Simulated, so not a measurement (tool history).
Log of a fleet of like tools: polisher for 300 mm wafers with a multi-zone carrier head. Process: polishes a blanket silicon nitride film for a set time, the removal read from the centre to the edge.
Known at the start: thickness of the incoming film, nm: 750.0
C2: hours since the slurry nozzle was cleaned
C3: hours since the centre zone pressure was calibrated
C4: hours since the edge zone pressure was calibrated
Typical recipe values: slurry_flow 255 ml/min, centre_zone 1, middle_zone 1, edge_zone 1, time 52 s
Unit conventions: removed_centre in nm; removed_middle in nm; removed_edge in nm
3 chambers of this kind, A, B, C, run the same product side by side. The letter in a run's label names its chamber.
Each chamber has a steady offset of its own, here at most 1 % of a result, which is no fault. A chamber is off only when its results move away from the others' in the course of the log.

{"run": "1C", "hour": 7.6, "slurry_flow": 255, "centre_zone": 1, "middle_zone": 1, "edge_zone": 1, "time": 52, "wafers polished on this pad": 356, "C2": 383.7, "C3": 87.1, "C4": 289.4, "removed_centre": 139.22, "removed_middle": 138.9, "removed_edge": 140.6}
{"run": "2A", "hour": 14.6, "slurry_flow": 255, "centre_zone": 1, "middle_zone": 1, "edge_zone": 1, "time": 52, "wafers polished on this pad": 807, "C2": 582.1, "C3": 850, "C4": 1240.4, "removed_centre": 141.29, "removed_middle": 139.55, "removed_edge": 139.85}
{"run": "3B", "hour": 19.1, "slurry_flow": 255, "centre_zone": 1, "middle_zone": 1, "edge_zone": 1, "time": 52, "wafers polished on this pad": 565, "C2": 349.8, "C3": 1006.6, "C4": 320.4, "removed_centre": 138.41, "removed_middle": 143.16, "removed_edge": 137.74}
{"hour": 19.3, "done": "chamber A: worn pad replaced by a new one"}
{"run": "4B", "hour": 24.7, "slurry_flow": 255, "centre_zone": 1, "middle_zone": 1, "edge_zone": 1, "time": 52, "wafers polished on this pad": 632, "C2": 355.4, "C3": 1012.2, "C4": 326, "removed_centre": 140.16, "removed_middle": 140.41, "removed_edge": 139.89}
{"run": "5A", "hour": 31.2, "slurry_flow": 255, "centre_zone": 1, "middle_zone": 1, "edge_zone": 1, "time": 52, "wafers polished on this pad": 143, "C2": 598.7, "C3": 866.6, "C4": 1257, "removed_centre": 141.25, "removed_middle": 140.62, "removed_edge": 136.43}
{"hour": 31.9, "done": "chamber A: edge zone pressure recalibrated"}
{"run": "6C", "hour": 36.1, "slurry_flow": 255, "centre_zone": 1, "middle_zone": 1, "edge_zone": 1, "time": 52, "wafers polished on this pad": 700, "C2": 412.2, "C3": 115.6, "C4": 317.9, "removed_centre": 140.01, "removed_middle": 138.62, "removed_edge": 140.29}
{"hour": 40.3, "done": "chamber B: worn pad replaced by a new one"}
{"run": "7B", "hour": 40.3, "slurry_flow": 255, "centre_zone": 1, "middle_zone": 1, "edge_zone": 1, "time": 52, "wafers polished on this pad": 0, "C2": 371, "C3": 1027.8, "C4": 341.6, "removed_centre": 138.34, "removed_middle": 141, "removed_edge": 142.03}
{"run": "8A", "hour": 44.0, "slurry_flow": 255, "centre_zone": 1, "middle_zone": 1, "edge_zone": 1, "time": 64, "wafers polished on this pad": 298, "C2": 611.5, "C3": 879.4, "C4": 12.1, "removed_centre": 176.07, "removed_middle": 173.98, "removed_edge": 174.83}
{"hour": 46.0, "done": "chamber A: centre zone pressure recalibrated"}
{"run": "9C", "hour": 50.1, "slurry_flow": 255, "centre_zone": 1, "middle_zone": 1, "edge_zone": 1, "time": 64, "wafers polished on this pad": 869, "C2": 426.2, "C3": 129.6, "C4": 331.9, "removed_centre": 172.3, "removed_middle": 171.41, "removed_edge": 174.32}
{"run": "10A", "hour": 56.4, "slurry_flow": 255, "centre_zone": 1, "middle_zone": 1, "edge_zone": 1, "time": 64, "wafers polished on this pad": 447, "C2": 623.9, "C3": 10.4, "C4": 24.5, "removed_centre": 163.21, "removed_middle": 172.91, "removed_edge": 170.35}
{"run": "11C", "hour": 60.9, "slurry_flow": 255, "centre_zone": 1, "middle_zone": 1, "edge_zone": 1, "time": 52, "wafers polished on this pad": 999, "C2": 437, "C3": 140.4, "C4": 342.7, "removed_centre": 139.54, "removed_middle": 142.13, "removed_edge": 138.72}
{"run": "12B", "hour": 66.5, "slurry_flow": 255, "centre_zone": 1, "middle_zone": 1, "edge_zone": 1, "time": 52, "wafers polished on this pad": 316, "C2": 397.2, "C3": 1054, "C4": 367.8, "removed_centre": 139.94, "removed_middle": 141.05, "removed_edge": 141.82}
{"run": "13C", "hour": 73.8, "slurry_flow": 290, "centre_zone": 1, "middle_zone": 1.04, "edge_zone": 1, "time": 52, "wafers polished on this pad": 1155, "C2": 449.9, "C3": 153.3, "C4": 355.6, "removed_centre": 142.41, "removed_middle": 146.52, "removed_edge": 142.53}
{"run": "14B", "hour": 81.5, "slurry_flow": 290, "centre_zone": 1, "middle_zone": 1.04, "edge_zone": 1, "time": 52, "wafers polished on this pad": 497, "C2": 412.2, "C3": 1069, "C4": 382.8, "removed_centre": 142.64, "removed_middle": 149.95, "removed_edge": 144.64}
{"hour": 87.0, "done": "chamber A: worn pad replaced by a new one"}
{"run": "15A", "hour": 88.1, "slurry_flow": 290, "centre_zone": 1, "middle_zone": 1.04, "edge_zone": 1, "time": 52, "wafers polished on this pad": 14, "C2": 655.6, "C3": 42.1, "C4": 56.2, "removed_centre": 134.64, "removed_middle": 148.48, "removed_edge": 142.21}
{"hour": 92.1, "done": "chamber C: worn pad replaced by a new one"}
{"run": "16A", "hour": 95.5, "slurry_flow": 255, "centre_zone": 1, "middle_zone": 1, "edge_zone": 1, "time": 52, "wafers polished on this pad": 103, "C2": 663, "C3": 49.5, "C4": 63.6, "removed_centre": 131.88, "removed_middle": 142.12, "removed_edge": 141.36}
{"run": "17B", "hour": 99.4, "slurry_flow": 255, "centre_zone": 1, "middle_zone": 1, "edge_zone": 1.09, "time": 52, "wafers polished on this pad": 713, "C2": 430.1, "C3": 1086.9, "C4": 400.7, "removed_centre": 141.61, "removed_middle": 139.77, "removed_edge": 147.69}
{"run": "18C", "hour": 103.0, "slurry_flow": 255, "centre_zone": 1, "middle_zone": 1, "edge_zone": 1.09, "time": 52, "wafers polished on this pad": 131, "C2": 479.1, "C3": 182.5, "C4": 384.8, "removed_centre": 140.5, "removed_middle": 138.2, "removed_edge": 147.01}
{"run": "19B", "hour": 107.8, "slurry_flow": 255, "centre_zone": 1, "middle_zone": 1, "edge_zone": 1.09, "time": 52, "wafers polished on this pad": 815, "C2": 438.5, "C3": 1095.3, "C4": 409.1, "removed_centre": 139.93, "removed_middle": 140.72, "removed_edge": 147.5}
{"run": "20A", "hour": 113.0, "slurry_flow": 255, "centre_zone": 1.04, "middle_zone": 1, "edge_zone": 1, "time": 60, "wafers polished on this pad": 314, "C2": 680.5, "C3": 67, "C4": 81.1, "removed_centre": 159.29, "removed_middle": 160.92, "removed_edge": 159.89}

Has any chamber moved away from the others, gradually or after a service, or does the common gauge drift, or do the chambers differ only by their own small steady offsets? State the chamber and the most likely cause if one applies.

Chamber A has stood off from the others ever since a service on it.
Likeliest cause: centre zone's pressure below its setpoint, % = 5.72.

Here are 4 candidates for chamber A's next run, each the usual settings with a change, their results left as question marks. Which one brings its results back in line with what the others give on the usual settings?
In line here means within this much of the mean the other chambers give on the usual settings: removed_centre 3.4 nm; removed_middle 4.6 nm; removed_edge 7.4 nm
{"run": "21A-1", "hour": 118.6, "slurry_flow": 250, "centre_zone": 0.96, "middle_zone": 1.01, "edge_zone": 1.01, "time": 51, "removed_centre": "?", "removed_middle": "?", "removed_edge": "?"}
{"run": "21A-2", "hour": 118.6, "slurry_flow": 250, "centre_zone": 0.93, "middle_zone": 1.02, "edge_zone": 1.02, "time": 51, "removed_centre": "?", "removed_middle": "?", "removed_edge": "?"}
{"run": "21A-3", "hour": 118.6, "slurry_flow": 260, "centre_zone": 1.04, "middle_zone": 0.99, "edge_zone": 0.99, "time": 53, "removed_centre": "?", "removed_middle": "?", "removed_edge": "?"}
{"run": "21A-4", "hour": 118.6, "slurry_flow": 260, "centre_zone": 1.07, "middle_zone": 0.98, "edge_zone": 0.98, "time": 53, "removed_centre": "?", "removed_middle": "?", "removed_edge": "?"}

The mean the other chambers reach with the usual settings: removed_centre 140.32 nm; removed_middle 140.53 nm; removed_edge 140.89 nm
run=21A-1 removed_centre=123.79 removed_middle=137.9 removed_edge=138.47
run=21A-2 removed_centre=119.51 removed_middle=139.16 removed_edge=139.18
run=21A-3 removed_centre=141.23 removed_middle=141.3 removed_edge=142.9
run=21A-4 removed_centre=145.71 removed_middle=139.98 removed_edge=142.15
The right change is 21A-3: it brings the chamber back within the allowed miss of the others.
